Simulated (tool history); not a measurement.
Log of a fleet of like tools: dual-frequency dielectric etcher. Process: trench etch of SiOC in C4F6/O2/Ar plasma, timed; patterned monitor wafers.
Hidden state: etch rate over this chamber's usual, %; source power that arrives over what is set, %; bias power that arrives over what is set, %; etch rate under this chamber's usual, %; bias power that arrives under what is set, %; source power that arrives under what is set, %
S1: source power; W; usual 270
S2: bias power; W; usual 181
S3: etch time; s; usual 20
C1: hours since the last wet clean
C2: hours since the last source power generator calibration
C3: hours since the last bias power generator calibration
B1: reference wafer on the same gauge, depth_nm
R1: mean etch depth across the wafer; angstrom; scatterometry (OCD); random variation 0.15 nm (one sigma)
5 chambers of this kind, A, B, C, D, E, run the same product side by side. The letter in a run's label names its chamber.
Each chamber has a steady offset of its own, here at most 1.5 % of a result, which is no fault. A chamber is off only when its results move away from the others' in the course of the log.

-- hour=3.7 chamber A: wet clean of the chamber
run 1E hour=6.2 | S1=270 S2=181 S3=20 | C1=418.0 C2=3645.0 C3=253.2 | B1=38.137 | R1=353.83
run 2A hour=13.3 | S1=270 S2=181 S3=20 | C1=9.7 C2=346.8 C3=3195.4 | B1=38.140 | R1=356.02
run 3B hour=23.3 | S1=270 S2=181 S3=20 | C1=128.8 C2=418.7 C3=1898.8 | B1=38.086 | R1=351.47
run 4D hour=30.5 | S1=270 S2=181 S3=20 | C1=110.1 C2=1047.7 C3=182.6 | B1=38.107 | R1=356.53
run 5C hour=38.9 | S1=270 S2=181 S3=20 | C1=153.2 C2=995.9 C3=518.9 | B1=38.135 | R1=356.09
run 6D hour=48.3 | S1=270 S2=181 S3=20 | C1=127.9 C2=1065.5 C3=200.4 | B1=38.136 | R1=355.82
run 7C hour=61.1 | S1=270 S2=181 S3=20 | C1=175.4 C2=1018.1 C3=541.1 | B1=38.135 | R1=355.14
run 8B hour=67.9 | S1=270 S2=181 S3=20 | C1=173.4 C2=463.3 C3=1943.4 | B1=38.104 | R1=353.04
-- hour=78.7 chamber E: wet clean of the chamber
run 9A hour=79.7 | S1=310 S2=181 S3=20 | C1=76.1 C2=413.2 C3=3261.8 | B1=38.053 | R1=374.93
run 10E hour=88.3 | S1=310 S2=181 S3=20 | C1=9.7 C2=3727.1 C3=335.3 | B1=38.083 | R1=374.30
run 11D hour=96.8 | S1=310 S2=181 S3=20 | C1=176.4 C2=1114.0 C3=248.9 | B1=38.104 | R1=379.04
run 12C hour=107.3 | S1=310 S2=181 S3=20 | C1=221.6 C2=1064.3 C3=587.3 | B1=38.114 | R1=374.46
run 13B hour=119.8 | S1=310 S2=181 S3=20 | C1=225.3 C2=515.2 C3=1995.3 | B1=38.058 | R1=368.80
run 14A hour=128.0 | S1=270 S2=181 S3=20 | C1=124.4 C2=461.5 C3=3310.1 | B1=38.106 | R1=352.94
run 15E hour=136.7 | S1=270 S2=181 S3=20 | C1=58.1 C2=3775.5 C3=383.7 | B1=38.061 | R1=355.35
run 16C hour=148.6 | S1=270 S2=181 S3=20 | C1=262.9 C2=1105.6 C3=628.6 | B1=38.113 | R1=354.82
-- hour=151.8 chamber B: bias power generator calibrated
run 17A hour=157.6 | S1=290 S2=181 S3=20 | C1=154.0 C2=491.1 C3=3339.7 | B1=38.108 | R1=362.33
run 18B hour=170.2 | S1=290 S2=181 S3=20 | C1=275.7 C2=565.6 C3=18.5 | B1=38.126 | R1=361.67
run 19E hour=178.0 | S1=290 S2=181 S3=20 | C1=99.4 C2=3816.8 C3=425.0 | B1=38.110 | R1=364.08
run 20D hour=188.6 | S1=290 S2=181 S3=20 | C1=268.2 C2=1205.8 C3=340.7 | B1=38.064 | R1=370.43
run 21D hour=201.7 | S1=290 S2=181 S3=20 | C1=281.3 C2=1218.9 C3=353.8 | B1=38.155 | R1=368.51
run 22B hour=214.1 | S1=270 S2=181 S3=20 | C1=319.6 C2=609.5 C3=62.4 | B1=38.090 | R1=345.22
run 23C hour=220.3 | S1=270 S2=181 S3=20 | C1=334.6 C2=1177.3 C3=700.3 | B1=38.066 | R1=354.78
run 24A hour=229.6 | S1=270 S2=181 S3=20 | C1=226.0 C2=563.1 C3=3411.7 | B1=38.103 | R1=356.58
run 25E hour=239.9 | S1=270 S2=181 S3=20 | C1=161.3 C2=3878.7 C3=486.9 | B1=38.104 | R1=352.98
run 26A hour=251.2 | S1=270 S2=181 S3=20 | C1=247.6 C2=584.7 C3=3433.3 | B1=38.090 | R1=355.90
run 27E hour=265.0 | S1=270 S2=181 S3=20 | C1=186.4 C2=3903.8 C3=512.0 | B1=38.079 | R1=354.78
run 28D hour=273.4 | S1=270 S2=181 S3=20 | C1=353.0 C2=1290.6 C3=425.5 | B1=38.098 | R1=360.63
run 29B hour=285.6 | S1=270 S2=181 S3=20 | C1=391.1 C2=681.0 C3=133.9 | B1=38.105 | R1=345.25
run 30C hour=294.1 | S1=270 S2=181 S3=20 | C1=408.4 C2=1251.1 C3=774.1 | B1=38.159 | R1=355.71
run 31B hour=300.1 | S1=270 S2=181 S3=20 | C1=405.6 C2=695.5 C3=148.4 | B1=38.108 | R1=343.67
run 32A hour=308.6 | S1=270 S2=139 S3=22 | C1=305.0 C2=642.1 C3=3490.7 | B1=38.149 | R1=360.07
run 33D hour=316.9 | S1=270 S2=139 S3=22 | C1=396.5 C2=1334.1 C3=469.0 | B1=38.111 | R1=361.74
run 34C hour=323.8 | S1=270 S2=139 S3=22 | C1=438.1 C2=1280.8 C3=803.8 | B1=38.156 | R1=362.20
run 35E hour=335.0 | S1=270 S2=139 S3=22 | C1=256.4 C2=3973.8 C3=582.0 | B1=38.083 | R1=357.84
run 36B hour=341.5 | S1=270 S2=139 S3=22 | C1=447.0 C2=736.9 C3=189.8 | B1=38.114 | R1=342.19
run 37E hour=348.1 | S1=270 S2=181 S3=20 | C1=269.5 C2=3986.9 C3=595.1 | B1=38.152 | R1=352.25
run 38D hour=359.9 | S1=270 S2=221 S3=20 | C1=439.5 C2=1377.1 C3=512.0 | B1=38.073 | R1=383.28
-- hour=360.8 chamber A: bias power generator calibrated
run 39C hour=372.8 | S1=270 S2=221 S3=20 | C1=487.1 C2=1329.8 C3=852.8 | B1=38.090 | R1=380.02
run 40A hour=382.7 | S1=270 S2=221 S3=20 | C1=379.1 C2=716.2 C3=22.0 | B1=38.110 | R1=380.94
run 41D hour=390.3 | S1=270 S2=221 S3=20 | C1=469.9 C2=1407.5 C3=542.4 | B1=38.091 | R1=381.73
run 42E hour=403.1 | S1=270 S2=221 S3=20 | C1=324.5 C2=4041.9 C3=650.1 | B1=38.140 | R1=378.22
run 43C hour=412.3 | S1=270 S2=181 S3=20 | C1=526.6 C2=1369.3 C3=892.3 | B1=38.119 | R1=352.43
run 44B hour=424.7 | S1=270 S2=181 S3=20 | C1=530.2 C2=820.1 C3=273.0 | B1=38.099 | R1=335.10

Is one chamber off against the others, does the gauge drift, or is nothing wrong? If a chamber is off, say which, and what the likeliest cause is.

Chamber B drifts away from the others.
Cause: etch rate under this chamber's usual, % = 5.18.

Here are 4 candidates for chamber B's next run, each the usual settings with a change, their results left as question marks. Which one brings its results back in line with what the others give on the usual settings?
In line means no further than this from the other chambers' mean on the usual settings: R1 5.40 angstrom
run 45B-1 hour=434.6 | S1=360 S2=181 S3=20 | R1=?
run 45B-2 hour=434.6 | S1=270 S2=179 S3=19 | R1=?
run 45B-3 hour=434.6 | S1=270 S2=126 S3=20 | R1=?
run 45B-4 hour=434.6 | S1=270 S2=215 S3=20 | R1=?

The other chambers' mean on the usual settings: R1 355.57 angstrom
run=45B-1 R1=374.10
run=45B-2 R1=317.28
run=45B-3 R1=299.75
run=45B-4 R1=354.57
45B-4 brings the chamber back in line.

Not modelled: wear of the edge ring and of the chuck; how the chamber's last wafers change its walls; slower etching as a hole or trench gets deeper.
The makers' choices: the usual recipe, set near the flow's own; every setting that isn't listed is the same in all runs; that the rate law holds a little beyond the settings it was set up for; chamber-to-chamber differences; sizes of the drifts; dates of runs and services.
